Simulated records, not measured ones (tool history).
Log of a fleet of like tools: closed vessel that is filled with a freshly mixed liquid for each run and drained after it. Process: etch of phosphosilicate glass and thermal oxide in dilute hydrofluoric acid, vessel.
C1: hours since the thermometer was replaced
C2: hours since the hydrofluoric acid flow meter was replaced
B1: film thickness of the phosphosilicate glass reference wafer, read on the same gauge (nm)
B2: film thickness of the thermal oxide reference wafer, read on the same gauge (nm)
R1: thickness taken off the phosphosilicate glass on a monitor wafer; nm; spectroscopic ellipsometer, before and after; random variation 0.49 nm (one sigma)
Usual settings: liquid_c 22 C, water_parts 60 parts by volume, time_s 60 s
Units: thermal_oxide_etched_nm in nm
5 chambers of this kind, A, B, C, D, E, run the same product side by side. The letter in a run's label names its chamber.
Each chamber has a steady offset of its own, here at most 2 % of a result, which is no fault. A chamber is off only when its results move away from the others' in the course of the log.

run 1E hour=10.7 | liquid_c=22 water_parts=60 time_s=60 | C1=333.7 C2=769.6 | B1=89.989 B2=49.975 | R1=58.282 thermal_oxide_etched_nm=4.6311
run 2C hour=23.9 | liquid_c=22 water_parts=60 time_s=60 | C1=440.7 C2=346.1 | B1=90.040 B2=49.994 | R1=58.640 thermal_oxide_etched_nm=4.6787
run 3B hour=32.1 | liquid_c=22 water_parts=60 time_s=60 | C1=493.5 C2=706.5 | B1=89.990 B2=49.994 | R1=58.743 thermal_oxide_etched_nm=4.6484
run 4A hour=44.1 | liquid_c=22 water_parts=60 time_s=60 | C1=81.8 C2=182.3 | B1=89.992 B2=50.039 | R1=59.761 thermal_oxide_etched_nm=4.7102
run 5D hour=50.2 | liquid_c=22 water_parts=60 time_s=60 | C1=469.6 C2=1401.4 | B1=89.964 B2=50.014 | R1=58.330 thermal_oxide_etched_nm=4.7183
run 6A hour=62.7 | liquid_c=19 water_parts=80 time_s=60 | C1=100.4 C2=200.9 | B1=90.038 B2=49.975 | R1=37.637 thermal_oxide_etched_nm=3.0735
run 7E hour=71.2 | liquid_c=19 water_parts=80 time_s=60 | C1=394.2 C2=830.1 | B1=89.977 B2=50.071 | R1=37.713 thermal_oxide_etched_nm=2.9438
run 8C hour=78.8 | liquid_c=19 water_parts=80 time_s=60 | C1=495.6 C2=401.0 | B1=90.028 B2=49.983 | R1=37.337 thermal_oxide_etched_nm=3.0366
run 9D hour=87.8 | liquid_c=19 water_parts=80 time_s=60 | C1=507.2 C2=1439.0 | B1=89.996 B2=49.993 | R1=37.091 thermal_oxide_etched_nm=3.0172
run 10B hour=99.1 | liquid_c=19 water_parts=80 time_s=60 | C1=560.5 C2=773.5 | B1=89.979 B2=50.005 | R1=37.649 thermal_oxide_etched_nm=3.0085
run 11E hour=105.7 | liquid_c=22 water_parts=60 time_s=60 | C1=428.7 C2=864.6 | B1=90.031 B2=50.033 | R1=57.531 thermal_oxide_etched_nm=4.6852
run 12D hour=111.7 | liquid_c=22 water_parts=60 time_s=60 | C1=531.1 C2=1462.9 | B1=90.056 B2=49.995 | R1=57.996 thermal_oxide_etched_nm=4.6594
run 13A hour=123.4 | liquid_c=22 water_parts=60 time_s=60 | C1=161.1 C2=261.6 | B1=89.991 B2=49.939 | R1=58.754 thermal_oxide_etched_nm=4.8618
run 14C hour=136.6 | liquid_c=22 water_parts=60 time_s=60 | C1=553.4 C2=458.8 | B1=89.949 B2=50.033 | R1=58.288 thermal_oxide_etched_nm=4.7420
run 15B hour=147.0 | liquid_c=22 water_parts=60 time_s=60 | C1=608.4 C2=821.4 | B1=89.990 B2=50.064 | R1=58.180 thermal_oxide_etched_nm=4.7572
run 16E hour=157.8 | liquid_c=22 water_parts=60 time_s=60 | C1=480.8 C2=916.7 | B1=90.006 B2=50.029 | R1=58.565 thermal_oxide_etched_nm=4.6924
run 17B hour=170.1 | liquid_c=22 water_parts=35 time_s=60 | C1=631.5 C2=844.5 | B1=89.974 B2=49.988 | R1=105.350 thermal_oxide_etched_nm=8.2979
run 18C hour=179.2 | liquid_c=22 water_parts=35 time_s=60 | C1=596.0 C2=501.4 | B1=90.055 B2=50.024 | R1=102.100 thermal_oxide_etched_nm=8.1984
run 19A hour=187.6 | liquid_c=22 water_parts=35 time_s=60 | C1=225.3 C2=325.8 | B1=89.945 B2=49.970 | R1=104.350 thermal_oxide_etched_nm=8.3411
run 20D hour=193.9 | liquid_c=22 water_parts=35 time_s=60 | C1=613.3 C2=1545.1 | B1=90.009 B2=50.024 | R1=103.020 thermal_oxide_etched_nm=8.3863
run 21E hour=203.8 | liquid_c=22 water_parts=35 time_s=60 | C1=526.8 C2=962.7 | B1=89.987 B2=50.018 | R1=105.640 thermal_oxide_etched_nm=8.4565
run 22B hour=215.3 | liquid_c=22 water_parts=60 time_s=60 | C1=676.7 C2=889.7 | B1=89.980 B2=49.970 | R1=57.946 thermal_oxide_etched_nm=4.6898
run 23C hour=228.1 | liquid_c=22 water_parts=60 time_s=60 | C1=644.9 C2=550.3 | B1=89.996 B2=49.981 | R1=58.644 thermal_oxide_etched_nm=4.7312
run 24A hour=234.9 | liquid_c=20 water_parts=60 time_s=60 | C1=272.6 C2=373.1 | B1=90.000 B2=50.022 | R1=53.403 thermal_oxide_etched_nm=4.3688
run 25D hour=247.4 | liquid_c=20 water_parts=60 time_s=60 | C1=666.8 C2=1598.6 | B1=90.036 B2=49.980 | R1=53.413 thermal_oxide_etched_nm=4.3774
run 26A hour=256.0 | liquid_c=20 water_parts=60 time_s=60 | C1=293.7 C2=394.2 | B1=89.982 B2=49.967 | R1=54.105 thermal_oxide_etched_nm=4.3541
run 27D hour=263.3 | liquid_c=20 water_parts=60 time_s=60 | C1=682.7 C2=1614.5 | B1=90.059 B2=50.008 | R1=54.209 thermal_oxide_etched_nm=4.3552
run 28B hour=269.7 | liquid_c=20 water_parts=60 time_s=60 | C1=731.1 C2=944.1 | B1=90.027 B2=49.986 | R1=54.309 thermal_oxide_etched_nm=4.2719
run 29E hour=282.6 | liquid_c=22 water_parts=60 time_s=60 | C1=605.6 C2=1041.5 | B1=90.030 B2=50.014 | R1=57.752 thermal_oxide_etched_nm=4.6826
-- hour=290.6 chamber A: hydrofluoric acid flow meter replaced
run 30C hour=292.1 | liquid_c=22 water_parts=60 time_s=60 | C1=708.9 C2=614.3 | B1=90.048 B2=49.951 | R1=58.091 thermal_oxide_etched_nm=4.7592
run 31B hour=298.2 | liquid_c=20 water_parts=60 time_s=85 | C1=759.6 C2=972.6 | B1=89.965 B2=50.010 | R1=77.115 thermal_oxide_etched_nm=5.9870
run 32E hour=308.4 | liquid_c=20 water_parts=60 time_s=85 | C1=631.4 C2=1067.3 | B1=90.022 B2=50.002 | R1=75.337 thermal_oxide_etched_nm=6.0541
run 33D hour=316.8 | liquid_c=20 water_parts=60 time_s=85 | C1=736.2 C2=1668.0 | B1=89.992 B2=49.959 | R1=76.290 thermal_oxide_etched_nm=6.0964
run 34C hour=329.5 | liquid_c=20 water_parts=60 time_s=85 | C1=746.3 C2=651.7 | B1=89.960 B2=49.985 | R1=75.051 thermal_oxide_etched_nm=6.1137
run 35A hour=341.9 | liquid_c=20 water_parts=60 time_s=85 | C1=379.6 C2=51.3 | B1=89.997 B2=50.021 | R1=76.702 thermal_oxide_etched_nm=6.1643
run 36C hour=349.0 | liquid_c=22 water_parts=60 time_s=60 | C1=765.8 C2=671.2 | B1=90.023 B2=50.001 | R1=57.898 thermal_oxide_etched_nm=4.7255
run 37A hour=358.9 | liquid_c=22 water_parts=60 time_s=60 | C1=396.6 C2=68.3 | B1=90.024 B2=50.009 | R1=58.669 thermal_oxide_etched_nm=4.7622

All 5 chambers run these settings next. Forecast each chamber's results:
run 38A hour=368.4 | liquid_c=22 water_parts=60 time_s=60 | R1=? thermal_oxide_etched_nm=?
run 38B hour=368.4 | liquid_c=22 water_parts=60 time_s=60 | R1=? thermal_oxide_etched_nm=?
run 38C hour=368.4 | liquid_c=22 water_parts=60 time_s=60 | R1=? thermal_oxide_etched_nm=?
run 38D hour=368.4 | liquid_c=22 water_parts=60 time_s=60 | R1=? thermal_oxide_etched_nm=?
run 38E hour=368.4 | liquid_c=22 water_parts=60 time_s=60 | R1=? thermal_oxide_etched_nm=?

run=38A R1=57.792 thermal_oxide_etched_nm=4.7958
run=38B R1=59.124 thermal_oxide_etched_nm=4.6571
run=38C R1=58.464 thermal_oxide_etched_nm=4.7241
run=38D R1=58.716 thermal_oxide_etched_nm=4.7274
run=38E R1=58.350 thermal_oxide_etched_nm=4.6551
